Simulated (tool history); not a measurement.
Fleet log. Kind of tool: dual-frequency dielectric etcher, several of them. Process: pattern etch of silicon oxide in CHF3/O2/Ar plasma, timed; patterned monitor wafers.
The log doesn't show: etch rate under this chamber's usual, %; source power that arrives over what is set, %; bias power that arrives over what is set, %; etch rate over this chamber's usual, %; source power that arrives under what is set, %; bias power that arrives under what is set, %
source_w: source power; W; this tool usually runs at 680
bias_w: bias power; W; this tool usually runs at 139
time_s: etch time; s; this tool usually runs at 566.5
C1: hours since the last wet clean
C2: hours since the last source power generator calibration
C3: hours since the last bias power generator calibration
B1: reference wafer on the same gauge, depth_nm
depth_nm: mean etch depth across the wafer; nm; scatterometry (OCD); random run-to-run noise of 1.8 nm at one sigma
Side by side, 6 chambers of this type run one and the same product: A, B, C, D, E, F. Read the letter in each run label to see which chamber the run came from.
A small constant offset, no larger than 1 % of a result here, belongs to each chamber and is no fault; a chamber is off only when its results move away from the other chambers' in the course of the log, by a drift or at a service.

{"hour": 1.8, "done": "chamber D: wet clean of the chamber"}
{"run": "1B", "hour": 14.7, "source_w": 680, "bias_w": 139, "time_s": 566.5, "C1": 269.0, "C2": 1262.8, "C3": 3688.4, "B1": 870.45, "depth_nm": 1076.2}
{"run": "2C", "hour": 25.9, "source_w": 680, "bias_w": 139, "time_s": 566.5, "C1": 112.1, "C2": 411.4, "C3": 457.3, "B1": 870.75, "depth_nm": 1078.0}
{"run": "3E", "hour": 36.2, "source_w": 680, "bias_w": 139, "time_s": 566.5, "C1": 275.2, "C2": 4059.3, "C3": 497.5, "B1": 870.95, "depth_nm": 1091.0}
{"run": "4A", "hour": 48.6, "source_w": 680, "bias_w": 139, "time_s": 566.5, "C1": 308.3, "C2": 2904.4, "C3": 908.6, "B1": 870.7, "depth_nm": 1084.7}
{"run": "5F", "hour": 61.3, "source_w": 680, "bias_w": 139, "time_s": 566.5, "C1": 131.2, "C2": 3747.3, "C3": 4589.2, "B1": 870.83, "depth_nm": 1078.6}
{"run": "6D", "hour": 73.3, "source_w": 680, "bias_w": 139, "time_s": 566.5, "C1": 71.5, "C2": 815.7, "C3": 3557.8, "B1": 871.14, "depth_nm": 1086.3}
{"run": "7D", "hour": 83.1, "source_w": 680, "bias_w": 139, "time_s": 566.5, "C1": 81.3, "C2": 825.5, "C3": 3567.6, "B1": 870.83, "depth_nm": 1087.0}
{"run": "8E", "hour": 96.0, "source_w": 680, "bias_w": 139, "time_s": 566.5, "C1": 335.0, "C2": 4119.1, "C3": 557.3, "B1": 871.37, "depth_nm": 1092.0}
{"run": "9B", "hour": 104.4, "source_w": 680, "bias_w": 139, "time_s": 566.5, "C1": 358.7, "C2": 1352.5, "C3": 3778.1, "B1": 871.67, "depth_nm": 1079.2}
{"hour": 110.0, "done": "chamber F: bias power generator calibrated"}
{"hour": 112.3, "done": "chamber E: wet clean of the chamber"}
{"run": "10F", "hour": 116.5, "source_w": 680, "bias_w": 139, "time_s": 566.5, "C1": 186.4, "C2": 3802.5, "C3": 6.5, "B1": 871.39, "depth_nm": 1080.8}
{"run": "11A", "hour": 128.7, "source_w": 680, "bias_w": 139, "time_s": 566.5, "C1": 388.4, "C2": 2984.5, "C3": 988.7, "B1": 872.05, "depth_nm": 1084.4}
{"hour": 133.4, "done": "chamber F: source power generator calibrated"}
{"run": "12C", "hour": 138.2, "source_w": 680, "bias_w": 139, "time_s": 566.5, "C1": 224.4, "C2": 523.7, "C3": 569.6, "B1": 871.66, "depth_nm": 1079.1}
{"run": "13F", "hour": 150.3, "source_w": 680, "bias_w": 139, "time_s": 566.5, "C1": 220.2, "C2": 16.9, "C3": 40.3, "B1": 872.2, "depth_nm": 1076.8}
{"run": "14A", "hour": 161.8, "source_w": 680, "bias_w": 139, "time_s": 566.5, "C1": 421.5, "C2": 3017.6, "C3": 1021.8, "B1": 872.63, "depth_nm": 1081.6}
{"run": "15C", "hour": 168.3, "source_w": 680, "bias_w": 139, "time_s": 566.5, "C1": 254.5, "C2": 553.8, "C3": 599.7, "B1": 872.17, "depth_nm": 1080.7}
{"run": "16E", "hour": 178.1, "source_w": 680, "bias_w": 139, "time_s": 566.5, "C1": 65.9, "C2": 4201.2, "C3": 639.4, "B1": 872.92, "depth_nm": 1093.9}
{"run": "17B", "hour": 184.6, "source_w": 680, "bias_w": 139, "time_s": 566.5, "C1": 438.9, "C2": 1432.7, "C3": 3858.3, "B1": 872.45, "depth_nm": 1081.8}
{"run": "18D", "hour": 195.5, "source_w": 680, "bias_w": 139, "time_s": 566.5, "C1": 193.7, "C2": 937.9, "C3": 3680.0, "B1": 872.97, "depth_nm": 1091.5}
{"run": "19C", "hour": 202.3, "source_w": 680, "bias_w": 166, "time_s": 566.5, "C1": 288.5, "C2": 587.8, "C3": 633.7, "B1": 873.25, "depth_nm": 1142.8}
{"run": "20F", "hour": 212.6, "source_w": 680, "bias_w": 166, "time_s": 566.5, "C1": 282.5, "C2": 79.2, "C3": 102.6, "B1": 873.59, "depth_nm": 1144.1}
{"run": "21E", "hour": 223.1, "source_w": 680, "bias_w": 166, "time_s": 566.5, "C1": 110.9, "C2": 4246.2, "C3": 684.4, "B1": 873.31, "depth_nm": 1160.7}
{"run": "22D", "hour": 236.0, "source_w": 680, "bias_w": 166, "time_s": 566.5, "C1": 234.2, "C2": 978.4, "C3": 3720.5, "B1": 873.08, "depth_nm": 1153.8}
{"run": "23B", "hour": 248.2, "source_w": 680, "bias_w": 166, "time_s": 566.5, "C1": 502.5, "C2": 1496.3, "C3": 3921.9, "B1": 873.54, "depth_nm": 1142.7}
{"run": "24A", "hour": 257.5, "source_w": 680, "bias_w": 166, "time_s": 566.5, "C1": 517.2, "C2": 3113.3, "C3": 1117.5, "B1": 873.61, "depth_nm": 1149.0}
{"run": "25B", "hour": 265.3, "source_w": 680, "bias_w": 139, "time_s": 566.5, "C1": 519.6, "C2": 1513.4, "C3": 3939.0, "B1": 873.7, "depth_nm": 1086.6}
{"hour": 269.1, "done": "chamber B: wet clean of the chamber"}
{"run": "26F", "hour": 275.5, "source_w": 680, "bias_w": 139, "time_s": 566.5, "C1": 345.4, "C2": 142.1, "C3": 165.5, "B1": 873.9, "depth_nm": 1081.6}
{"run": "27D", "hour": 283.4, "source_w": 680, "bias_w": 139, "time_s": 566.5, "C1": 281.6, "C2": 1025.8, "C3": 3767.9, "B1": 874.37, "depth_nm": 1089.9}
{"run": "28A", "hour": 298.1, "source_w": 680, "bias_w": 139, "time_s": 566.5, "C1": 557.8, "C2": 3153.9, "C3": 1158.1, "B1": 874.1, "depth_nm": 1089.6}
{"run": "29E", "hour": 311.3, "source_w": 680, "bias_w": 139, "time_s": 566.5, "C1": 199.1, "C2": 4334.4, "C3": 772.6, "B1": 874.48, "depth_nm": 1096.9}
{"run": "30C", "hour": 323.1, "source_w": 680, "bias_w": 139, "time_s": 634.5, "C1": 409.3, "C2": 708.6, "C3": 754.5, "B1": 874.83, "depth_nm": 1210.8}
{"run": "31E", "hour": 336.4, "source_w": 680, "bias_w": 139, "time_s": 634.5, "C1": 224.2, "C2": 4359.5, "C3": 797.7, "B1": 875.0, "depth_nm": 1226.6}
{"run": "32C", "hour": 345.5, "source_w": 680, "bias_w": 139, "time_s": 634.5, "C1": 431.7, "C2": 731.0, "C3": 776.9, "B1": 875.01, "depth_nm": 1210.6}
{"run": "33B", "hour": 353.8, "source_w": 680, "bias_w": 139, "time_s": 634.5, "C1": 84.7, "C2": 1601.9, "C3": 4027.5, "B1": 874.82, "depth_nm": 1214.7}
{"run": "34D", "hour": 362.0, "source_w": 680, "bias_w": 139, "time_s": 634.5, "C1": 360.2, "C2": 1104.4, "C3": 3846.5, "B1": 875.06, "depth_nm": 1221.6}
{"run": "35A", "hour": 373.3, "source_w": 680, "bias_w": 139, "time_s": 634.5, "C1": 633.0, "C2": 3229.1, "C3": 1233.3, "B1": 875.56, "depth_nm": 1219.6}
{"hour": 381.6, "done": "chamber A: wet clean of the chamber"}
{"run": "36F", "hour": 384.1, "source_w": 680, "bias_w": 139, "time_s": 566.5, "C1": 454.0, "C2": 250.7, "C3": 274.1, "B1": 875.96, "depth_nm": 1083.0}
{"hour": 391.0, "done": "chamber D: wet clean of the chamber"}
{"run": "37A", "hour": 391.8, "source_w": 680, "bias_w": 139, "time_s": 566.5, "C1": 10.2, "C2": 3247.6, "C3": 1251.8, "B1": 875.51, "depth_nm": 1082.9}
{"run": "38D", "hour": 404.5, "source_w": 680, "bias_w": 139, "time_s": 566.5, "C1": 13.6, "C2": 1146.9, "C3": 3889.0, "B1": 876.05, "depth_nm": 1091.1}

Decide between three cases: one chamber stands off from its peers, the gauge reading all wafers drifts, or nothing is wrong past each chamber's small offset. Where a chamber is off, say which and what most likely put it there.

Every chamber seems to shift together because the gauge that measures them all drifts; the chambers themselves are fine.
Most likely cause: gauge reads high (%) = 0.696.
